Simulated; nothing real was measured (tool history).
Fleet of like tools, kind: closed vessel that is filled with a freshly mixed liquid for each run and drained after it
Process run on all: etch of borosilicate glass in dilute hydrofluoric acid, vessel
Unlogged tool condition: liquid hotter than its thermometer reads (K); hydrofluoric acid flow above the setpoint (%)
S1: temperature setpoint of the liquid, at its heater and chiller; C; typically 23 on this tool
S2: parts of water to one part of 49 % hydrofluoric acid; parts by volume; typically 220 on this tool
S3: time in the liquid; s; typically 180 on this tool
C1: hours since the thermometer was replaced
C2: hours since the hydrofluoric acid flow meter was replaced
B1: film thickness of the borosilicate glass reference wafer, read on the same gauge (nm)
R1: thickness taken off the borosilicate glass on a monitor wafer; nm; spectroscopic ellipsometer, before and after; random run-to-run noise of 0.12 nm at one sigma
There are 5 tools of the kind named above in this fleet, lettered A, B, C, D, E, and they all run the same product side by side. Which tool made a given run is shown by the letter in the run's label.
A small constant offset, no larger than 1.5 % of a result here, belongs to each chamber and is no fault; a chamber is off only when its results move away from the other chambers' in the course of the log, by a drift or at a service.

{"run": "1C", "hour": 8.2, "S1": 23, "S2": 220, "S3": 180, "C1": 1087.3, "C2": 361.9, "B1": 140, "R1": 25.613}
{"run": "2A", "hour": 16.5, "S1": 23, "S2": 220, "S3": 180, "C1": 235.7, "C2": 866.4, "B1": 140, "R1": 25.517}
{"run": "3D", "hour": 22.4, "S1": 23, "S2": 220, "S3": 180, "C1": 1216.4, "C2": 346.1, "B1": 139.99, "R1": 25.512}
{"run": "4E", "hour": 26.5, "S1": 23, "S2": 220, "S3": 180, "C1": 347.1, "C2": 901.7, "B1": 140, "R1": 25.257}
{"run": "5B", "hour": 34.2, "S1": 23, "S2": 320, "S3": 105, "C1": 282.5, "C2": 1188.6, "B1": 140, "R1": 9.2118}
{"run": "6E", "hour": 42.8, "S1": 23, "S2": 320, "S3": 105, "C1": 363.4, "C2": 918, "B1": 140.01, "R1": 9.0659}
{"run": "7B", "hour": 49.4, "S1": 23, "S2": 320, "S3": 105, "C1": 297.7, "C2": 1203.8, "B1": 140, "R1": 9.2046}
{"run": "8D", "hour": 53.7, "S1": 23, "S2": 320, "S3": 105, "C1": 1247.7, "C2": 377.4, "B1": 140.02, "R1": 9.3574}
{"run": "9A", "hour": 60.6, "S1": 23, "S2": 320, "S3": 105, "C1": 279.8, "C2": 910.5, "B1": 140.01, "R1": 9.1881}
{"run": "10C", "hour": 68.1, "S1": 23, "S2": 220, "S3": 180, "C1": 1147.2, "C2": 421.8, "B1": 140, "R1": 25.535}
{"run": "11A", "hour": 76.0, "S1": 20, "S2": 220, "S3": 180, "C1": 295.2, "C2": 925.9, "B1": 140.02, "R1": 22.84}
{"run": "12D", "hour": 83.1, "S1": 20, "S2": 220, "S3": 180, "C1": 1277.1, "C2": 406.8, "B1": 140.02, "R1": 22.72}
{"run": "13C", "hour": 87.2, "S1": 20, "S2": 220, "S3": 180, "C1": 1166.3, "C2": 440.9, "B1": 140, "R1": 23.165}
{"run": "14B", "hour": 93.1, "S1": 20, "S2": 220, "S3": 180, "C1": 341.4, "C2": 1247.5, "B1": 140, "R1": 22.389}
{"run": "15E", "hour": 102.1, "S1": 20, "S2": 220, "S3": 180, "C1": 422.7, "C2": 977.3, "B1": 139.98, "R1": 22.471}
{"run": "16E", "hour": 108.1, "S1": 20, "S2": 220, "S3": 95, "C1": 428.7, "C2": 983.3, "B1": 140, "R1": 11.859}
{"run": "17A", "hour": 113.6, "S1": 20, "S2": 220, "S3": 95, "C1": 332.8, "C2": 963.5, "B1": 140.02, "R1": 12.115}
{"run": "18C", "hour": 118.6, "S1": 20, "S2": 220, "S3": 95, "C1": 1197.7, "C2": 472.3, "B1": 139.99, "R1": 12.297}
{"run": "19D", "hour": 125.8, "S1": 20, "S2": 220, "S3": 95, "C1": 1319.8, "C2": 449.5, "B1": 139.99, "R1": 12.022}
{"run": "20B", "hour": 135.0, "S1": 20, "S2": 220, "S3": 95, "C1": 383.3, "C2": 1289.4, "B1": 139.99, "R1": 11.86}
{"run": "21C", "hour": 140.0, "S1": 23, "S2": 220, "S3": 180, "C1": 1219.1, "C2": 493.7, "B1": 140, "R1": 26.517}
{"run": "22D", "hour": 145.4, "S1": 23, "S2": 220, "S3": 180, "C1": 1339.4, "C2": 469.1, "B1": 139.98, "R1": 25.343}
{"run": "23B", "hour": 149.4, "S1": 23, "S2": 220, "S3": 180, "C1": 397.7, "C2": 1303.8, "B1": 139.97, "R1": 25.365}
{"run": "24E", "hour": 157.9, "S1": 23, "S2": 220, "S3": 180, "C1": 478.5, "C2": 1033.1, "B1": 140, "R1": 25.186}
{"run": "25A", "hour": 166.0, "S1": 23, "S2": 140, "S3": 180, "C1": 385.2, "C2": 1015.9, "B1": 139.99, "R1": 43.949}
{"run": "26E", "hour": 171.5, "S1": 23, "S2": 140, "S3": 180, "C1": 492.1, "C2": 1046.7, "B1": 140, "R1": 43.623}
{"run": "27D", "hour": 177.1, "S1": 23, "S2": 140, "S3": 180, "C1": 1371.1, "C2": 500.8, "B1": 140.02, "R1": 43.279}
{"hour": 178.4, "done": "chamber A: hydrofluoric acid flow meter replaced"}
{"run": "28A", "hour": 185.3, "S1": 23, "S2": 140, "S3": 180, "C1": 404.5, "C2": 7, "B1": 140, "R1": 44.488}
{"run": "29B", "hour": 192.6, "S1": 23, "S2": 140, "S3": 180, "C1": 440.9, "C2": 1347, "B1": 139.98, "R1": 43.801}
{"run": "30C", "hour": 197.0, "S1": 23, "S2": 220, "S3": 180, "C1": 1276.1, "C2": 550.7, "B1": 139.98, "R1": 26.649}
{"run": "31C", "hour": 201.1, "S1": 23, "S2": 220, "S3": 180, "C1": 1280.2, "C2": 554.8, "B1": 140.02, "R1": 26.556}
{"run": "32E", "hour": 205.8, "S1": 23, "S2": 220, "S3": 180, "C1": 526.4, "C2": 1081, "B1": 140.01, "R1": 25.33}
{"run": "33A", "hour": 210.5, "S1": 23, "S2": 220, "S3": 180, "C1": 429.7, "C2": 32.2, "B1": 140, "R1": 25.664}
{"run": "34B", "hour": 216.2, "S1": 23, "S2": 220, "S3": 180, "C1": 464.5, "C2": 1370.6, "B1": 140.01, "R1": 25.462}
{"run": "35D", "hour": 224.9, "S1": 23, "S2": 310, "S3": 230, "C1": 1418.9, "C2": 548.6, "B1": 139.99, "R1": 21.419}
{"run": "36E", "hour": 232.2, "S1": 23, "S2": 310, "S3": 230, "C1": 552.8, "C2": 1107.4, "B1": 140, "R1": 20.778}
{"run": "37B", "hour": 237.2, "S1": 23, "S2": 310, "S3": 230, "C1": 485.5, "C2": 1391.6, "B1": 139.99, "R1": 20.995}
{"run": "38A", "hour": 244.6, "S1": 23, "S2": 310, "S3": 230, "C1": 463.8, "C2": 66.3, "B1": 140, "R1": 21.144}
{"run": "39D", "hour": 250.2, "S1": 23, "S2": 310, "S3": 230, "C1": 1444.2, "C2": 573.9, "B1": 140, "R1": 21.153}

Read the log: is a single chamber off, either drifting away or since a service, is the gauge that measures every chamber drifting, or is nothing wrong beyond small per-chamber offsets? Name any odd chamber and what most likely caused it.

Chamber C drifts away from the others.
Most likely cause: hydrofluoric acid flow above the setpoint (%) = 4.72.
The log might look much the same if the cause were instead: liquid hotter than its thermometer reads (K).

Here are 4 candidates for chamber C's next run, each the usual settings with a change, their results left as question marks. Which one brings its results back in line with what the others give on the usual settings?
In-line tolerance around the mean of the other chambers on the usual settings: R1 0.4 nm
{"run": "40C-1", "hour": 256.8, "S1": 20.5, "S2": 220, "S3": 180, "R1": "?"}
{"run": "40C-2", "hour": 256.8, "S1": 23, "S2": 220, "S3": 190, "R1": "?"}
{"run": "40C-3", "hour": 256.8, "S1": 23, "S2": 225, "S3": 175, "R1": "?"}
{"run": "40C-4", "hour": 256.8, "S1": 25.5, "S2": 220, "S3": 180, "R1": "?"}

The other chambers' mean on the usual settings: R1 25.4 nm
run=40C-1 R1=24.559
run=40C-2 R1=28.46
run=40C-3 R1=25.514
run=40C-4 R1=29.526
With 40C-3, the chamber falls back in line with the rest.

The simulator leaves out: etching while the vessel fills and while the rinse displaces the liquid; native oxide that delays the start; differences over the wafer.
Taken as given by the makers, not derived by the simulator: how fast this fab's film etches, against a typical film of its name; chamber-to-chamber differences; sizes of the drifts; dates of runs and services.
